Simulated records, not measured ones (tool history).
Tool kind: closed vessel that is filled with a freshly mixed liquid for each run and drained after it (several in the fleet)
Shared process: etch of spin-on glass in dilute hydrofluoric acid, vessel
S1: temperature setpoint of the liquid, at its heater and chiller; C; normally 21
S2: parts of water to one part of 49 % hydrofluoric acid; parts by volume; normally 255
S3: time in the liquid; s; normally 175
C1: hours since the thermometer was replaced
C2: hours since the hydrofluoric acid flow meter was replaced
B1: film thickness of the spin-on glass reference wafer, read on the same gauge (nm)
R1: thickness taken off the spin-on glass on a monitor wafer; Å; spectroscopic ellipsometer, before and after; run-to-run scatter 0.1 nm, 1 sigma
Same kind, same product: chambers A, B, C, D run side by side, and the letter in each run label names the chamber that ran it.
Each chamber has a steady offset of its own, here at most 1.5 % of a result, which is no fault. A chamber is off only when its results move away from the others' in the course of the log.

run 1A hour=6.1 | S1=21 S2=255 S3=175 | C1=1216.5 C2=390.6 | B1=100.010 | R1=163.440
run 2D hour=15.9 | S1=21 S2=255 S3=175 | C1=1266.0 C2=456.2 | B1=100.010 | R1=168.440
run 3B hour=26.9 | S1=21 S2=255 S3=175 | C1=254.1 C2=376.2 | B1=100.000 | R1=168.660
run 4C hour=40.1 | S1=21 S2=255 S3=175 | C1=710.3 C2=983.5 | B1=99.994 | R1=165.040
run 5A hour=47.9 | S1=21 S2=255 S3=95 | C1=1258.3 C2=432.4 | B1=99.990 | R1=89.850
run 6C hour=58.6 | S1=21 S2=255 S3=95 | C1=728.8 C2=1002.0 | B1=99.998 | R1=89.004
run 7B hour=71.5 | S1=21 S2=255 S3=95 | C1=298.7 C2=420.8 | B1=99.976 | R1=90.189
run 8D hour=77.8 | S1=21 S2=255 S3=95 | C1=1327.9 C2=518.1 | B1=100.010 | R1=89.879
-- hour=78.5 chamber A: thermometer replaced
run 9B hour=87.3 | S1=21 S2=255 S3=175 | C1=314.5 C2=436.6 | B1=99.978 | R1=166.470
run 10D hour=94.9 | S1=21 S2=255 S3=175 | C1=1345.0 C2=535.2 | B1=99.981 | R1=164.810
run 11A hour=101.8 | S1=21 S2=255 S3=175 | C1=23.4 C2=486.3 | B1=99.954 | R1=166.930
run 12C hour=109.0 | S1=21 S2=255 S3=175 | C1=779.2 C2=1052.4 | B1=99.981 | R1=164.600
run 13A hour=116.0 | S1=21 S2=305 S3=175 | C1=37.6 C2=500.5 | B1=100.040 | R1=132.770
run 14D hour=126.7 | S1=21 S2=305 S3=175 | C1=1376.8 C2=567.0 | B1=99.986 | R1=132.330
run 15C hour=138.2 | S1=21 S2=305 S3=175 | C1=808.4 C2=1081.6 | B1=99.997 | R1=130.960
run 16B hour=147.8 | S1=21 S2=305 S3=175 | C1=375.0 C2=497.1 | B1=99.996 | R1=133.190
run 17A hour=160.0 | S1=17 S2=255 S3=175 | C1=81.6 C2=544.5 | B1=100.020 | R1=146.930
run 18C hour=167.1 | S1=17 S2=255 S3=175 | C1=837.3 C2=1110.5 | B1=100.010 | R1=142.630
-- hour=177.3 chamber C: thermometer replaced
run 19D hour=180.0 | S1=17 S2=255 S3=175 | C1=1430.1 C2=620.3 | B1=100.030 | R1=141.780
run 20B hour=189.8 | S1=17 S2=255 S3=175 | C1=417.0 C2=539.1 | B1=99.994 | R1=142.590
run 21B hour=197.3 | S1=21 S2=255 S3=175 | C1=424.5 C2=546.6 | B1=100.020 | R1=165.340
run 22C hour=207.9 | S1=21 S2=165 S3=175 | C1=30.6 C2=1151.3 | B1=99.997 | R1=279.560
run 23D hour=218.7 | S1=21 S2=165 S3=175 | C1=1468.8 C2=659.0 | B1=100.000 | R1=282.450
run 24A hour=225.5 | S1=21 S2=165 S3=175 | C1=147.1 C2=610.0 | B1=99.992 | R1=295.110
run 25B hour=234.2 | S1=21 S2=165 S3=175 | C1=461.4 C2=583.5 | B1=100.000 | R1=279.850
run 26C hour=242.4 | S1=21 S2=255 S3=175 | C1=65.1 C2=1185.8 | B1=99.972 | R1=163.190
run 27D hour=252.9 | S1=21 S2=255 S3=175 | C1=1503.0 C2=693.2 | B1=100.010 | R1=166.390
run 28A hour=264.1 | S1=21 S2=255 S3=175 | C1=185.7 C2=648.6 | B1=99.977 | R1=178.420
run 29D hour=276.6 | S1=21 S2=255 S3=175 | C1=1526.7 C2=716.9 | B1=100.010 | R1=165.820

Next, all 4 chambers run the settings below, one line each with question marks for the results. What does each chamber give?
run 30A hour=286.4 | S1=21 S2=255 S3=175 | R1=?
run 30B hour=286.4 | S1=21 S2=255 S3=175 | R1=?
run 30C hour=286.4 | S1=21 S2=255 S3=175 | R1=?
run 30D hour=286.4 | S1=21 S2=255 S3=175 | R1=?

run=30A R1=180.210
run=30B R1=166.040
run=30C R1=166.910
run=30D R1=167.230

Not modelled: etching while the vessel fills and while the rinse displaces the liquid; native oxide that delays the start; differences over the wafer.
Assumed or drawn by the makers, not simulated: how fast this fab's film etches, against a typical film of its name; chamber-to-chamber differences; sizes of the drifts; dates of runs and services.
